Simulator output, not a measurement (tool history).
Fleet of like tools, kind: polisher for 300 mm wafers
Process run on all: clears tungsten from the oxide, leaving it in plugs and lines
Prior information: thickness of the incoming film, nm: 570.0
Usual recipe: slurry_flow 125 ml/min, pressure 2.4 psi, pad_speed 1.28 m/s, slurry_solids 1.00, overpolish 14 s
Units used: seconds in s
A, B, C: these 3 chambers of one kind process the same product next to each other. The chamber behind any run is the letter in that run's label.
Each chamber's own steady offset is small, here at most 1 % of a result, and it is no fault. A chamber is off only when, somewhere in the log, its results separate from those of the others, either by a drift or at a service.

run,day,slurry_flow,pressure,pad_speed,slurry_solids,overpolish,wafers polished on this pad,hours since the slurry nozzle was cleaned,hours since the head pressure was calibrated,hours since the slurry blender was calibrated,hours since the slurry got fresh peroxide,seconds
# day 0.221: chamber A: slurry tank refilled with fresh slurry and peroxide
1C,0.271,125,2.4,1.28,1.00,14,313,379.7,53.9,200.0,54.8,126.51
2A,0.504,125,2.4,1.28,1.00,14,1360,28.7,133.5,268.6,6.8,128.15
# day 0.754: chamber A: worn pad replaced by a new one
3B,0.788,125,2.4,1.28,1.00,14,137,222.6,525.1,207.7,63.3,132.26
4B,1.046,125,2.4,1.28,1.00,14,176,228.8,531.3,213.9,69.5,132.49
5C,1.179,125,2.7,1.28,1.10,14,450,401.5,75.7,221.8,76.6,113.45
6A,1.375,125,2.7,1.28,1.10,14,93,49.6,154.4,289.5,27.7,112.18
7A,1.646,125,2.7,1.28,1.10,14,134,56.1,160.9,296.0,34.2,110.07
8B,1.862,125,1.6,1.28,1.00,14,300,248.4,550.9,233.5,89.1,193.53
# day 1.921: chamber B: slurry tank refilled with fresh slurry and peroxide
9C,2.046,125,1.6,1.28,1.00,14,581,422.3,96.5,242.6,97.4,195.37
# day 2.150: chamber A: slurry tank refilled with fresh slurry and peroxide
10A,2.283,125,1.6,1.28,1.00,14,231,71.4,176.2,311.3,3.3,188.82
11C,2.429,125,2.4,1.28,1.00,14,639,431.5,105.7,251.8,106.6,129.59
# day 2.500: chamber C: worn pad replaced by a new one
12B,2.629,125,2.4,1.28,1.00,14,416,266.8,569.3,251.9,17.1,128.39
# day 2.746: chamber C: slurry blender recalibrated
13C,2.808,125,2.4,1.28,1.00,14,46,440.6,114.8,1.6,115.7,128.66
# day 2.912: chamber B: worn pad replaced by a new one
14B,3.092,125,2.4,1.28,1.00,14,27,277.9,580.4,263.0,28.2,129.70
15A,3.317,125,2.4,1.28,1.25,21,387,96.2,201.0,336.1,28.1,120.48
16C,3.492,125,2.4,1.28,1.25,21,150,457.0,131.2,18.0,132.1,123.73
# day 3.571: chamber B: slurry blender recalibrated
17A,3.771,125,2.4,1.28,1.25,21,455,107.1,211.9,347.0,39.0,118.90
18B,4.008,125,2.4,1.28,1.00,14,165,299.9,602.4,10.5,50.2,131.71
# day 4.162: chamber A: slurry tank refilled with fresh slurry and peroxide
19A,4.183,125,2.4,1.28,1.00,14,518,117.0,221.8,356.9,0.6,128.81
20B,4.367,125,2.4,1.28,1.00,14,219,308.5,611.0,19.1,58.8,125.52
21C,4.554,125,2.4,1.28,1.00,14,310,482.5,156.7,43.5,157.6,137.76
22A,4.725,125,2.4,1.28,1.00,14,600,130.0,234.8,369.9,13.6,129.73
23B,5.012,125,2.4,1.28,1.00,14,317,324.0,626.5,34.6,74.3,129.61
24C,5.196,125,2.4,1.28,1.00,14,407,497.9,172.1,58.9,173.0,138.06
25B,5.408,125,2.4,1.28,1.00,14,377,333.5,636.0,44.1,83.8,131.24
# day 5.496: chamber B: slurry tank refilled with fresh slurry and peroxide
26A,5.579,125,2.4,1.28,1.00,14,729,150.5,255.3,390.4,34.1,128.20
27C,5.854,125,2.4,1.28,1.00,14,507,513.7,187.9,74.7,188.8,139.15
28B,6.050,125,2.4,1.28,1.00,14,474,348.9,651.4,59.5,13.4,127.03
# day 6.079: chamber B: slurry nozzle cleaned
29C,6.288,125,2.4,1.28,1.00,14,572,524.1,198.3,85.1,199.2,139.57
# day 6.304: chamber A: slurry tank refilled with fresh slurry and peroxide
# day 6.317: chamber B: worn pad replaced by a new one
# day 6.396: chamber C: worn pad replaced by a new one
30A,6.483,125,2.4,1.28,1.00,14,865,172.2,277.0,412.1,4.4,127.82
31B,6.667,125,2.4,1.12,1.00,21,53,14.2,666.2,74.3,28.2,150.50
32A,6.812,125,2.4,1.12,1.00,21,915,180.1,284.9,420.0,12.3,147.93
33C,7.017,125,2.4,1.12,1.00,21,93,541.6,215.8,102.6,216.7,165.34
# day 7.133: chamber C: slurry nozzle cleaned
34A,7.192,125,2.4,1.28,1.00,14,972,189.2,294.0,429.1,21.4,130.24
35B,7.346,125,2.4,1.28,1.00,14,155,30.5,682.5,90.6,44.5,130.82
36C,7.500,125,2.4,1.28,1.00,14,166,8.9,227.4,114.2,228.3,143.27
37B,7.750,125,2.4,1.28,1.00,14,216,40.2,692.2,100.3,54.2,129.33
38C,7.921,125,2.4,1.28,1.00,14,230,19.0,237.5,124.3,238.4,146.83
39A,8.171,125,2.4,1.28,1.00,14,1120,212.7,317.5,452.6,44.9,127.15
40A,8.371,125,2.4,1.28,1.00,14,1150,217.5,322.3,457.4,49.7,128.28
41B,8.562,125,2.4,1.28,1.00,14,339,59.7,711.7,119.8,73.7,134.73
42C,8.808,125,2.4,1.28,1.00,14,364,40.3,258.8,145.6,259.7,148.52

All chambers now run identical settings, listed one chamber a line with results as question marks. What results will each chamber show?
43A,9.008,125,2.4,1.28,1.00,14,,,,,,?
43B,9.008,125,2.4,1.28,1.00,14,,,,,,?
43C,9.008,125,2.4,1.28,1.00,14,,,,,,?

run,seconds
43A,130.01
43B,131.32
43C,148.86
